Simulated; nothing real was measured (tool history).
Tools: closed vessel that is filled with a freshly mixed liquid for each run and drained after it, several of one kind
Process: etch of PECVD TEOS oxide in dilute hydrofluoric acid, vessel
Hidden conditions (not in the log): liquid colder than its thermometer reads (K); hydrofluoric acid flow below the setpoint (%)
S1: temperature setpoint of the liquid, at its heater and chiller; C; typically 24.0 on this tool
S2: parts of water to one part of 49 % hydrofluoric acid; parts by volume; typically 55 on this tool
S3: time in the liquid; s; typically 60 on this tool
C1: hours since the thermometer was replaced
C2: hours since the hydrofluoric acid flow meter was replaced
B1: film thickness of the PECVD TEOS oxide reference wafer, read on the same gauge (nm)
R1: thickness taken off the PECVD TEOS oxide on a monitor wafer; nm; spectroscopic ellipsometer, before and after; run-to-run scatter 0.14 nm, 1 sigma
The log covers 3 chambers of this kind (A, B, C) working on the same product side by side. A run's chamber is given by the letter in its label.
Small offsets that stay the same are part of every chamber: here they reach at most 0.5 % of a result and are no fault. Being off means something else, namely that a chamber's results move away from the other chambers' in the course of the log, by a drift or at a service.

Run 1C, day 0.192: usual settings; C1 1885.1; C2 541.4; B1 100.000. Result: R1 32.739 nm.
Run 2B, day 0.350: usual settings; C1 2251.6; C2 109.2; B1 100.000. Result: R1 32.700 nm.
Run 3A, day 0.500: usual settings; C1 778.5; C2 534.9; B1 99.981. Result: R1 32.617 nm.
Run 4B, day 0.633: usual settings; C1 2258.4; C2 116.0; B1 100.010. Result: R1 33.036 nm.
Run 5C, day 0.754: usual settings; C1 1898.6; C2 554.9; B1 99.998. Result: R1 32.572 nm.
Run 6A, day 0.904: usual settings; C1 788.2; C2 544.6; B1 99.974. Result: R1 32.756 nm.
Run 7A, day 1.104: usual settings; C1 793.0; C2 549.4; B1 99.995. Result: R1 32.685 nm.
Run 8C, day 1.242: usual settings; C1 1910.3; C2 566.6; B1 100.030. Result: R1 32.661 nm.
Run 9B, day 1.354: usual settings; C1 2275.7; C2 133.3; B1 99.988. Result: R1 32.778 nm.
Run 10A, day 1.467: usual settings; C1 801.7; C2 558.1; B1 99.986. Result: R1 32.806 nm.
Run 11C, day 1.712: usual settings; C1 1921.6; C2 577.9; B1 100.000. Result: R1 32.771 nm.
Run 12B, day 1.929: usual settings; C1 2289.5; C2 147.1; B1 99.988. Result: R1 32.687 nm.
Run 13A, day 2.171: usual settings; C1 818.6; C2 575.0; B1 99.984. Result: R1 32.442 nm.
Run 14B, day 2.388: usual settings; C1 2300.5; C2 158.1; B1 100.000. Result: R1 32.895 nm.
Run 15C, day 2.496: usual settings; C1 1940.4; C2 596.7; B1 99.980. Result: R1 32.551 nm.
Run 16C, day 2.662: usual settings; C1 1944.4; C2 600.7; B1 100.000. Result: R1 32.638 nm.
Run 17A, day 2.867: usual settings but S1 28.0 C, S3 30 s; C1 835.3; C2 591.7; B1 100.000. Result: R1 19.175 nm.
Run 18B, day 2.996: usual settings but S1 28.0 C, S3 30 s; C1 2315.1; C2 172.7; B1 100.030. Result: R1 19.311 nm.
Run 19B, day 3.121: usual settings but S1 28.0 C, S3 30 s; C1 2318.1; C2 175.7; B1 100.010. Result: R1 19.292 nm.
Run 20C, day 3.267: usual settings; C1 1958.9; C2 615.2; B1 99.999. Result: R1 33.080 nm.
Run 21A, day 3.508: usual settings; C1 850.7; C2 607.1; B1 99.999. Result: R1 32.663 nm.
Run 22C, day 3.758: usual settings; C1 1970.7; C2 627.0; B1 99.976. Result: R1 32.628 nm.
Run 23B, day 3.879: usual settings; C1 2336.3; C2 193.9; B1 100.000. Result: R1 32.765 nm.
Run 24A, day 4.054: usual settings; C1 863.8; C2 620.2; B1 99.992. Result: R1 32.525 nm.
Run 25A, day 4.279: usual settings but S1 29.0 C, S3 50 s; C1 869.2; C2 625.6; B1 99.993. Result: R1 33.286 nm.
Run 26B, day 4.496: usual settings but S1 29.0 C, S3 50 s; C1 2351.1; C2 208.7; B1 99.993. Result: R1 33.574 nm.
Run 27C, day 4.683: usual settings but S1 29.0 C, S3 50 s; C1 1992.9; C2 649.2; B1 100.030. Result: R1 33.260 nm.
Run 28B, day 4.883: usual settings; C1 2360.4; C2 218.0; B1 100.020. Result: R1 32.738 nm.
Run 29A, day 5.125: usual settings; C1 889.5; C2 645.9; B1 99.996. Result: R1 32.598 nm.
Run 30C, day 5.292: usual settings; C1 2007.5; C2 663.8; B1 100.020. Result: R1 32.580 nm.
Run 31B, day 5.533: usual settings but S2 35 parts by volume, S3 85 s; C1 2376.0; C2 233.6; B1 99.994. Result: R1 75.563 nm.
Run 32C, day 5.754: usual settings but S2 35 parts by volume, S3 85 s; C1 2018.6; C2 674.9; B1 100.000. Result: R1 75.192 nm.
Run 33A, day 5.871: usual settings but S2 35 parts by volume, S3 85 s; C1 907.4; C2 663.8; B1 99.983. Result: R1 74.845 nm.
Run 34C, day 6.083: usual settings; C1 2026.5; C2 682.8; B1 100.010. Result: R1 32.865 nm.
Run 35A, day 6.204: usual settings; C1 915.4; C2 671.8; B1 99.979. Result: R1 32.477 nm.
Run 36B, day 6.329: usual settings; C1 2395.1; C2 252.7; B1 100.020. Result: R1 32.817 nm.

Predict what each chamber gives when all 3 of them run the settings below next.
Run 37A, day 6.508: usual settings but S1 28.5 C. Result: R1 ?.
Run 37B, day 6.508: usual settings but S1 28.5 C. Result: R1 ?.
Run 37C, day 6.508: usual settings but S1 28.5 C. Result: R1 ?.

run      R1
37A  38.949
37B  39.727
37C  39.111
